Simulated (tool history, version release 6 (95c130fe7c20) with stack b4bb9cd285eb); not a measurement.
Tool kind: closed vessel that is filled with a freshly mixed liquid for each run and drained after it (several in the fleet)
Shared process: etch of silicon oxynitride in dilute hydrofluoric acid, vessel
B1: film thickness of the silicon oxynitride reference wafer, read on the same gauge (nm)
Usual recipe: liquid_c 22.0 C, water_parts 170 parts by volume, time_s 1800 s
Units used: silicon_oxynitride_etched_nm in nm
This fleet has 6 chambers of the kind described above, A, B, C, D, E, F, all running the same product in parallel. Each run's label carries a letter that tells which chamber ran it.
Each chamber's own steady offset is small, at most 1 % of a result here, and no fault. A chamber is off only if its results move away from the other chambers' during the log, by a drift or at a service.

Run 1A, hour 2.5: usual settings; B1 29.993. Result: silicon_oxynitride_etched_nm 26.944 nm.
Run 2B, hour 6.5: usual settings; B1 30.020. Result: silicon_oxynitride_etched_nm 27.164 nm.
Run 3F, hour 8.6: usual settings; B1 29.984. Result: silicon_oxynitride_etched_nm 26.974 nm.
Run 4C, hour 11.8: usual settings; B1 29.964. Result: silicon_oxynitride_etched_nm 26.888 nm.
Run 5E, hour 15.5: usual settings; B1 29.978. Result: silicon_oxynitride_etched_nm 26.689 nm.
Run 6D, hour 18.4: usual settings; B1 29.950. Result: silicon_oxynitride_etched_nm 27.052 nm.
Run 7F, hour 22.0: usual settings; B1 29.998. Result: silicon_oxynitride_etched_nm 26.897 nm.
Run 8A, hour 25.6: usual settings; B1 29.984. Result: silicon_oxynitride_etched_nm 26.712 nm.
Run 9D, hour 27.7: usual settings; B1 29.968. Result: silicon_oxynitride_etched_nm 26.939 nm.
At hour 28.4: chamber E: hydrofluoric acid flow meter replaced.
Run 10B, hour 30.0: usual settings; B1 30.023. Result: silicon_oxynitride_etched_nm 26.925 nm.
Run 11E, hour 32.6: usual settings; B1 30.025. Result: silicon_oxynitride_etched_nm 26.623 nm.
Run 12C, hour 35.1: usual settings; B1 30.023. Result: silicon_oxynitride_etched_nm 26.803 nm.
At hour 37.5: chamber F: thermometer replaced.
Run 13F, hour 38.3: usual settings but liquid_c 18.5 C, water_parts 250 parts by volume; B1 30.025. Result: silicon_oxynitride_etched_nm 14.921 nm.
Run 14C, hour 41.0: usual settings but liquid_c 18.5 C, water_parts 250 parts by volume; B1 29.978. Result: silicon_oxynitride_etched_nm 14.739 nm.
Run 15A, hour 44.0: usual settings but liquid_c 18.5 C, water_parts 250 parts by volume; B1 29.985. Result: silicon_oxynitride_etched_nm 14.752 nm.
Run 16B, hour 46.6: usual settings but liquid_c 18.5 C, water_parts 250 parts by volume; B1 29.990. Result: silicon_oxynitride_etched_nm 14.748 nm.
Run 17E, hour 49.5: usual settings but liquid_c 18.5 C, water_parts 250 parts by volume; B1 30.014. Result: silicon_oxynitride_etched_nm 14.678 nm.
Run 18D, hour 52.6: usual settings but liquid_c 18.5 C, water_parts 250 parts by volume; B1 30.065. Result: silicon_oxynitride_etched_nm 14.627 nm.
Run 19F, hour 56.5: usual settings; B1 30.001. Result: silicon_oxynitride_etched_nm 27.267 nm.
Run 20D, hour 59.7: usual settings; B1 30.046. Result: silicon_oxynitride_etched_nm 27.157 nm.
Run 21E, hour 62.8: usual settings; B1 30.044. Result: silicon_oxynitride_etched_nm 26.762 nm.
Run 22C, hour 65.6: usual settings; B1 29.991. Result: silicon_oxynitride_etched_nm 26.748 nm.
Run 23B, hour 67.6: usual settings; B1 29.983. Result: silicon_oxynitride_etched_nm 26.671 nm.
Run 24A, hour 70.7: usual settings; B1 30.020. Result: silicon_oxynitride_etched_nm 26.873 nm.
Run 25D, hour 73.9: usual settings; B1 29.979. Result: silicon_oxynitride_etched_nm 27.178 nm.
Run 26A, hour 76.2: usual settings; B1 29.999. Result: silicon_oxynitride_etched_nm 27.028 nm.
Run 27E, hour 80.4: usual settings; B1 29.986. Result: silicon_oxynitride_etched_nm 26.718 nm.
Run 28B, hour 82.5: usual settings; B1 30.046. Result: silicon_oxynitride_etched_nm 26.652 nm.
Run 29C, hour 84.5: usual settings; B1 30.046. Result: silicon_oxynitride_etched_nm 26.901 nm.
Run 30F, hour 86.6: usual settings; B1 30.028. Result: silicon_oxynitride_etched_nm 26.962 nm.
Run 31E, hour 90.7: usual settings; B1 30.013. Result: silicon_oxynitride_etched_nm 26.788 nm.
Run 32B, hour 94.0: usual settings; B1 29.992. Result: silicon_oxynitride_etched_nm 26.484 nm.
Run 33A, hour 96.2: usual settings; B1 29.988. Result: silicon_oxynitride_etched_nm 26.989 nm.
Run 34F, hour 98.6: usual settings; B1 30.000. Result: silicon_oxynitride_etched_nm 26.970 nm.
Run 35D, hour 102.3: usual settings; B1 30.028. Result: silicon_oxynitride_etched_nm 27.169 nm.
Run 36C, hour 106.1: usual settings; B1 30.028. Result: silicon_oxynitride_etched_nm 26.733 nm.
Run 37B, hour 108.8: usual settings; B1 30.026. Result: silicon_oxynitride_etched_nm 26.284 nm.
Run 38F, hour 110.8: usual settings; B1 30.045. Result: silicon_oxynitride_etched_nm 26.978 nm.
Run 39D, hour 112.9: usual settings; B1 29.999. Result: silicon_oxynitride_etched_nm 26.908 nm.
Run 40E, hour 115.8: usual settings; B1 29.987. Result: silicon_oxynitride_etched_nm 26.714 nm.
Run 41C, hour 119.9: usual settings; B1 29.996. Result: silicon_oxynitride_etched_nm 26.758 nm.

Each of the 6 chambers runs these same settings next. Fill in every chamber's results:
Run 42A, hour 123.0: usual settings but time_s 1140 s. Result: silicon_oxynitride_etched_nm ?.
Run 42B, hour 123.0: usual settings but time_s 1140 s. Result: silicon_oxynitride_etched_nm ?.
Run 42C, hour 123.0: usual settings but time_s 1140 s. Result: silicon_oxynitride_etched_nm ?.
Run 42D, hour 123.0: usual settings but time_s 1140 s. Result: silicon_oxynitride_etched_nm ?.
Run 42E, hour 123.0: usual settings but time_s 1140 s. Result: silicon_oxynitride_etched_nm ?.
Run 42F, hour 123.0: usual settings but time_s 1140 s. Result: silicon_oxynitride_etched_nm ?.

run  silicon_oxynitride_etched_nm
42A                        17.114
42B                        16.515
42C                        16.771
42D                        17.046
42E                        17.025
42F                        17.180

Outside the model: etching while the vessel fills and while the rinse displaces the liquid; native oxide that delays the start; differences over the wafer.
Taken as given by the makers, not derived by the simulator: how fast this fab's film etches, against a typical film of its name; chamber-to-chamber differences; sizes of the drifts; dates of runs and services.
